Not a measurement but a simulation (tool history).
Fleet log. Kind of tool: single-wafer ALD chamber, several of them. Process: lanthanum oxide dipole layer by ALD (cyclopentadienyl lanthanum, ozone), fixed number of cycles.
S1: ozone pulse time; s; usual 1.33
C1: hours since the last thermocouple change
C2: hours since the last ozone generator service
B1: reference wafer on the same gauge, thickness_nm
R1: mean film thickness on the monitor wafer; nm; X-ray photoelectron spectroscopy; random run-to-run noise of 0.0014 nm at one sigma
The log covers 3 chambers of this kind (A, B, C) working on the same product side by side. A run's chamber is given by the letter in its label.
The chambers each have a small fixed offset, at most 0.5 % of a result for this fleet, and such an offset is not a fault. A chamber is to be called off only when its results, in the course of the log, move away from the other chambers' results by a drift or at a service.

Run 1C, hour 13.5: usual settings; C1 2081.6; C2 26.8; B1 0.45014. Result: R1 0.53573 nm.
Run 2B, hour 25.9: usual settings; C1 2125.4; C2 1323.5; B1 0.44974. Result: R1 0.54142 nm.
Run 3A, hour 34: usual settings; C1 1020.4; C2 156.5; B1 0.45041. Result: R1 0.53791 nm.
Run 4B, hour 44.2: usual settings; C1 2143.7; C2 1341.8; B1 0.44988. Result: R1 0.53923 nm.
At hour 53.8: chamber C: thermocouple changed; heater temperature recalibrated.
Run 5A, hour 56.1: usual settings; C1 1042.5; C2 178.6; B1 0.44982. Result: R1 0.53348 nm.
Run 6C, hour 64.1: usual settings; C1 10.4; C2 77.4; B1 0.45013. Result: R1 0.53788 nm.
Run 7A, hour 75.7: usual settings; C1 1062.1; C2 198.2; B1 0.45003. Result: R1 0.53506 nm.
Run 8B, hour 85.1: usual settings; C1 2184.6; C2 1382.7; B1 0.45009. Result: R1 0.54029 nm.
Run 9C, hour 97.3: usual settings; C1 43.6; C2 110.6; B1 0.45023. Result: R1 0.53645 nm.
Run 10C, hour 109: usual settings; C1 55.3; C2 122.3; B1 0.45004. Result: R1 0.5371 nm.
Run 11A, hour 117.7: usual settings; C1 1104.1; C2 240.2; B1 0.44995. Result: R1 0.53792 nm.
Run 12B, hour 129.5: usual settings; C1 2229; C2 1427.1; B1 0.44985. Result: R1 0.53977 nm.
Run 13B, hour 138.2: usual settings; C1 2237.7; C2 1435.8; B1 0.45018. Result: R1 0.53807 nm.
Run 14C, hour 150: usual settings; C1 96.3; C2 163.3; B1 0.45007. Result: R1 0.53325 nm.
Run 15A, hour 162.6: usual settings; C1 1149; C2 285.1; B1 0.44993. Result: R1 0.5346 nm.
Run 16B, hour 173.1: usual settings; C1 2272.6; C2 1470.7; B1 0.45015. Result: R1 0.53934 nm.
Run 17C, hour 181.1: usual settings; C1 127.4; C2 194.4; B1 0.44996. Result: R1 0.53617 nm.
Run 18A, hour 189.2: usual settings; C1 1175.6; C2 311.7; B1 0.44998. Result: R1 0.53316 nm.
Run 19A, hour 202: usual settings; C1 1188.4; C2 324.5; B1 0.44991. Result: R1 0.5321 nm.
Run 20B, hour 208.7: usual settings; C1 2308.2; C2 1506.3; B1 0.45035. Result: R1 0.5374 nm.
Run 21C, hour 214.9: usual settings; C1 161.2; C2 228.2; B1 0.45017. Result: R1 0.53683 nm.
Run 22A, hour 223: usual settings; C1 1209.4; C2 345.5; B1 0.44999. Result: R1 0.53273 nm.
Run 23C, hour 229.7: usual settings; C1 176; C2 243; B1 0.45041. Result: R1 0.53644 nm.
Run 24B, hour 240.3: usual settings; C1 2339.8; C2 1537.9; B1 0.44994. Result: R1 0.53844 nm.
Run 25C, hour 246.6: usual settings; C1 192.9; C2 259.9; B1 0.44982. Result: R1 0.53487 nm.
Run 26A, hour 252.4: usual settings; C1 1238.8; C2 374.9; B1 0.44992. Result: R1 0.53265 nm.
Run 27B, hour 262.3: usual settings; C1 2361.8; C2 1559.9; B1 0.44997. Result: R1 0.53988 nm.
Run 28A, hour 275.7: usual settings; C1 1262.1; C2 398.2; B1 0.45027. Result: R1 0.52931 nm.
Run 29B, hour 282.2: usual settings; C1 2381.7; C2 1579.8; B1 0.45034. Result: R1 0.53831 nm.
Run 30C, hour 289.6: usual settings; C1 235.9; C2 302.9; B1 0.45024. Result: R1 0.53672 nm.
Run 31B, hour 301.1: usual settings but S1 1.77 s; C1 2400.6; C2 1598.7; B1 0.44954. Result: R1 0.56231 nm.
Run 32C, hour 307.2: usual settings but S1 1.77 s; C1 253.5; C2 320.5; B1 0.4502. Result: R1 0.56067 nm.
Run 33A, hour 313.7: usual settings but S1 1.77 s; C1 1300.1; C2 436.2; B1 0.45011. Result: R1 0.55487 nm.
Run 34B, hour 325.5: usual settings; C1 2425; C2 1623.1; B1 0.45004. Result: R1 0.53618 nm.
Run 35C, hour 334.9: usual settings; C1 281.2; C2 348.2; B1 0.44994. Result: R1 0.53676 nm.
Run 36A, hour 345.9: usual settings; C1 1332.3; C2 468.4; B1 0.44993. Result: R1 0.52549 nm.
Run 37A, hour 357.7: usual settings; C1 1344.1; C2 480.2; B1 0.44988. Result: R1 0.52831 nm.
At hour 365: chamber B: thermocouple changed; heater temperature recalibrated.
Run 38B, hour 370.1: usual settings; C1 5.2; C2 1667.7; B1 0.45001. Result: R1 0.53692 nm.
Run 39C, hour 383: usual settings; C1 329.3; C2 396.3; B1 0.45015. Result: R1 0.53662 nm.
Run 40B, hour 394.5: usual settings; C1 29.6; C2 1692.1; B1 0.44974. Result: R1 0.53922 nm.
Run 41A, hour 404.5: usual settings; C1 1390.9; C2 527; B1 0.44999. Result: R1 0.52427 nm.
Run 42C, hour 410.5: usual settings; C1 356.8; C2 423.8; B1 0.45026. Result: R1 0.53905 nm.
Run 43B, hour 418.2: usual settings; C1 53.3; C2 1715.8; B1 0.44984. Result: R1 0.53643 nm.
Run 44A, hour 430.9: usual settings; C1 1417.3; C2 553.4; B1 0.45001. Result: R1 0.52381 nm.

One chamber off, gauge drift, or nothing amiss beyond the chambers' own small offsets? If it is a chamber, which one, and what is the likeliest cause?

It is chamber A that slowly wanders off from its peers.
Likeliest cause: ozone dose below that of a generator just serviced (%) = 11.6.

Chamber A could run next with any of the 4 candidate recipes listed below; each alters the usual settings, and their results appear as question marks. Which one brings its results back in line with what the other chambers deliver on the usual settings?
Maximum distance from the other chambers' mean on the usual settings for a result to count as in line: R1 0.005 nm
Run 45A-1, hour 440.5: usual settings but S1 1.27 s. Result: R1 ?.
Run 45A-2, hour 440.5: usual settings but S1 1.39 s. Result: R1 ?.
Run 45A-3, hour 440.5: usual settings but S1 1.2 s. Result: R1 ?.
Run 45A-4, hour 440.5: usual settings but S1 1.51 s. Result: R1 ?.

Average result of the remaining chambers running the usual settings: R1 0.53744 nm
  run       R1
45A-1  0.51581
45A-2  0.52722
45A-3  0.50796
45A-4  0.53648
Change 45A-4 lands the chamber within the allowed miss of the other chambers.

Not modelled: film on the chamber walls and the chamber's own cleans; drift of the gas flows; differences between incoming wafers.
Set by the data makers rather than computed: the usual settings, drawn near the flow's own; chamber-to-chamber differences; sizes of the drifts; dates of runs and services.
